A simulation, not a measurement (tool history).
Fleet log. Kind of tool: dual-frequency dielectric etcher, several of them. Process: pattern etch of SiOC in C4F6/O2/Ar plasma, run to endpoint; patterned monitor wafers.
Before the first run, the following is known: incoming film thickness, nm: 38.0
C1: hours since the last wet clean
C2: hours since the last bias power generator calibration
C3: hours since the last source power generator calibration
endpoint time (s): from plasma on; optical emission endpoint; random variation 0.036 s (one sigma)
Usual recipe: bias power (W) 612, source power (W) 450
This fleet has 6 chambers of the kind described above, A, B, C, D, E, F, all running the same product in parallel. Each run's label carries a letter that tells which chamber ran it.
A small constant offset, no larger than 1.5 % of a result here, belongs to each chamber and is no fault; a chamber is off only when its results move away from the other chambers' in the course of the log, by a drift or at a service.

{"run": "1C", "hour": 2.8, "bias power (W)": 612, "source power (W)": 450, "C1": 101.1, "C2": 2536.3, "C3": 1768.7, "endpoint time (s)": 11.422}
{"run": "2A", "hour": 5.5, "bias power (W)": 612, "source power (W)": 450, "C1": 63.1, "C2": 747.8, "C3": 98.7, "endpoint time (s)": 11.335}
{"run": "3F", "hour": 9.0, "bias power (W)": 612, "source power (W)": 450, "C1": 299.0, "C2": 3714.5, "C3": 2539.7, "endpoint time (s)": 11.282}
{"run": "4D", "hour": 11.9, "bias power (W)": 612, "source power (W)": 450, "C1": 550.4, "C2": 2235.6, "C3": 3096.2, "endpoint time (s)": 11.248}
{"run": "5E", "hour": 15.9, "bias power (W)": 612, "source power (W)": 450, "C1": 378.3, "C2": 1653.2, "C3": 406.8, "endpoint time (s)": 11.204}
{"run": "6B", "hour": 18.1, "bias power (W)": 612, "source power (W)": 450, "C1": 139.9, "C2": 2865.7, "C3": 1544.0, "endpoint time (s)": 11.356}
{"run": "7C", "hour": 22.4, "bias power (W)": 612, "source power (W)": 450, "C1": 120.7, "C2": 2555.9, "C3": 1788.3, "endpoint time (s)": 11.367}
{"run": "8B", "hour": 24.9, "bias power (W)": 612, "source power (W)": 450, "C1": 146.7, "C2": 2872.5, "C3": 1550.8, "endpoint time (s)": 11.267}
{"run": "9D", "hour": 27.5, "bias power (W)": 612, "source power (W)": 450, "C1": 566.0, "C2": 2251.2, "C3": 3111.8, "endpoint time (s)": 11.206}
{"run": "10E", "hour": 31.1, "bias power (W)": 612, "source power (W)": 450, "C1": 393.5, "C2": 1668.4, "C3": 422.0, "endpoint time (s)": 11.256}
{"run": "11F", "hour": 33.7, "bias power (W)": 612, "source power (W)": 450, "C1": 323.7, "C2": 3739.2, "C3": 2564.4, "endpoint time (s)": 11.347}
{"run": "12A", "hour": 37.3, "bias power (W)": 612, "source power (W)": 450, "C1": 94.9, "C2": 779.6, "C3": 130.5, "endpoint time (s)": 11.357}
{"hour": 39.4, "done": "chamber F: bias power generator calibrated"}
{"run": "13A", "hour": 40.1, "bias power (W)": 612, "source power (W)": 450, "C1": 97.7, "C2": 782.4, "C3": 133.3, "endpoint time (s)": 11.316}
{"run": "14F", "hour": 44.7, "bias power (W)": 612, "source power (W)": 450, "C1": 334.7, "C2": 5.4, "C3": 2575.4, "endpoint time (s)": 11.596}
{"run": "15D", "hour": 46.8, "bias power (W)": 612, "source power (W)": 450, "C1": 585.3, "C2": 2270.5, "C3": 3131.1, "endpoint time (s)": 11.225}
{"run": "16C", "hour": 50.1, "bias power (W)": 612, "source power (W)": 450, "C1": 148.4, "C2": 2583.6, "C3": 1816.0, "endpoint time (s)": 11.495}
{"run": "17B", "hour": 52.9, "bias power (W)": 612, "source power (W)": 450, "C1": 174.7, "C2": 2900.5, "C3": 1578.8, "endpoint time (s)": 11.301}
{"run": "18E", "hour": 56.7, "bias power (W)": 612, "source power (W)": 450, "C1": 419.1, "C2": 1694.0, "C3": 447.6, "endpoint time (s)": 11.243}
{"run": "19D", "hour": 58.8, "bias power (W)": 612, "source power (W)": 450, "C1": 597.3, "C2": 2282.5, "C3": 3143.1, "endpoint time (s)": 11.247}
{"hour": 60.2, "done": "chamber D: wet clean of the chamber"}
{"run": "20F", "hour": 61.8, "bias power (W)": 612, "source power (W)": 450, "C1": 351.8, "C2": 22.5, "C3": 2592.5, "endpoint time (s)": 11.539}
{"run": "21A", "hour": 64.7, "bias power (W)": 612, "source power (W)": 450, "C1": 122.3, "C2": 807.0, "C3": 157.9, "endpoint time (s)": 11.376}
{"run": "22C", "hour": 66.8, "bias power (W)": 507, "source power (W)": 450, "C1": 165.1, "C2": 2600.3, "C3": 1832.7, "endpoint time (s)": 12.262}
{"run": "23E", "hour": 69.1, "bias power (W)": 507, "source power (W)": 450, "C1": 431.5, "C2": 1706.4, "C3": 460.0, "endpoint time (s)": 12.124}
{"run": "24B", "hour": 73.4, "bias power (W)": 507, "source power (W)": 450, "C1": 195.2, "C2": 2921.0, "C3": 1599.3, "endpoint time (s)": 12.167}
{"run": "25C", "hour": 77.0, "bias power (W)": 507, "source power (W)": 450, "C1": 175.3, "C2": 2610.5, "C3": 1842.9, "endpoint time (s)": 12.29}
{"run": "26D", "hour": 79.6, "bias power (W)": 507, "source power (W)": 450, "C1": 19.5, "C2": 2303.3, "C3": 3163.9, "endpoint time (s)": 12.032}
{"run": "27A", "hour": 82.0, "bias power (W)": 507, "source power (W)": 450, "C1": 139.6, "C2": 824.3, "C3": 175.2, "endpoint time (s)": 12.205}
{"run": "28E", "hour": 85.0, "bias power (W)": 612, "source power (W)": 450, "C1": 447.4, "C2": 1722.3, "C3": 475.9, "endpoint time (s)": 11.246}
{"run": "29F", "hour": 88.3, "bias power (W)": 612, "source power (W)": 450, "C1": 378.3, "C2": 49.0, "C3": 2619.0, "endpoint time (s)": 11.55}
{"run": "30B", "hour": 91.6, "bias power (W)": 612, "source power (W)": 450, "C1": 213.4, "C2": 2939.2, "C3": 1617.5, "endpoint time (s)": 11.348}
{"run": "31A", "hour": 93.9, "bias power (W)": 553, "source power (W)": 450, "C1": 151.5, "C2": 836.2, "C3": 187.1, "endpoint time (s)": 11.786}
{"hour": 98.2, "done": "chamber F: wet clean of the chamber"}
{"run": "32F", "hour": 98.4, "bias power (W)": 553, "source power (W)": 450, "C1": 0.2, "C2": 59.1, "C3": 2629.1, "endpoint time (s)": 12.05}
{"run": "33C", "hour": 100.4, "bias power (W)": 553, "source power (W)": 450, "C1": 198.7, "C2": 2633.9, "C3": 1866.3, "endpoint time (s)": 11.796}
{"run": "34B", "hour": 103.3, "bias power (W)": 553, "source power (W)": 450, "C1": 225.1, "C2": 2950.9, "C3": 1629.2, "endpoint time (s)": 11.752}
{"run": "35D", "hour": 107.8, "bias power (W)": 553, "source power (W)": 450, "C1": 47.7, "C2": 2331.5, "C3": 3192.1, "endpoint time (s)": 11.603}
{"run": "36E", "hour": 110.4, "bias power (W)": 553, "source power (W)": 450, "C1": 472.8, "C2": 1747.7, "C3": 501.3, "endpoint time (s)": 11.714}
{"run": "37B", "hour": 114.6, "bias power (W)": 534, "source power (W)": 450, "C1": 236.4, "C2": 2962.2, "C3": 1640.5, "endpoint time (s)": 11.951}
{"run": "38C", "hour": 116.7, "bias power (W)": 534, "source power (W)": 450, "C1": 215.0, "C2": 2650.2, "C3": 1882.6, "endpoint time (s)": 11.989}

Each of the 6 chambers runs these same settings next. Fill in every chamber's results:
{"run": "39A", "hour": 120.0, "bias power (W)": 612, "source power (W)": 450, "endpoint time (s)": "?"}
{"run": "39B", "hour": 120.0, "bias power (W)": 612, "source power (W)": 450, "endpoint time (s)": "?"}
{"run": "39C", "hour": 120.0, "bias power (W)": 612, "source power (W)": 450, "endpoint time (s)": "?"}
{"run": "39D", "hour": 120.0, "bias power (W)": 612, "source power (W)": 450, "endpoint time (s)": "?"}
{"run": "39E", "hour": 120.0, "bias power (W)": 612, "source power (W)": 450, "endpoint time (s)": "?"}
{"run": "39F", "hour": 120.0, "bias power (W)": 612, "source power (W)": 450, "endpoint time (s)": "?"}

run=39A endpoint_time_(s)=11.387
run=39B endpoint_time_(s)=11.301
run=39C endpoint_time_(s)=11.417
run=39D endpoint_time_(s)=11.188
run=39E endpoint_time_(s)=11.186
run=39F endpoint_time_(s)=11.558

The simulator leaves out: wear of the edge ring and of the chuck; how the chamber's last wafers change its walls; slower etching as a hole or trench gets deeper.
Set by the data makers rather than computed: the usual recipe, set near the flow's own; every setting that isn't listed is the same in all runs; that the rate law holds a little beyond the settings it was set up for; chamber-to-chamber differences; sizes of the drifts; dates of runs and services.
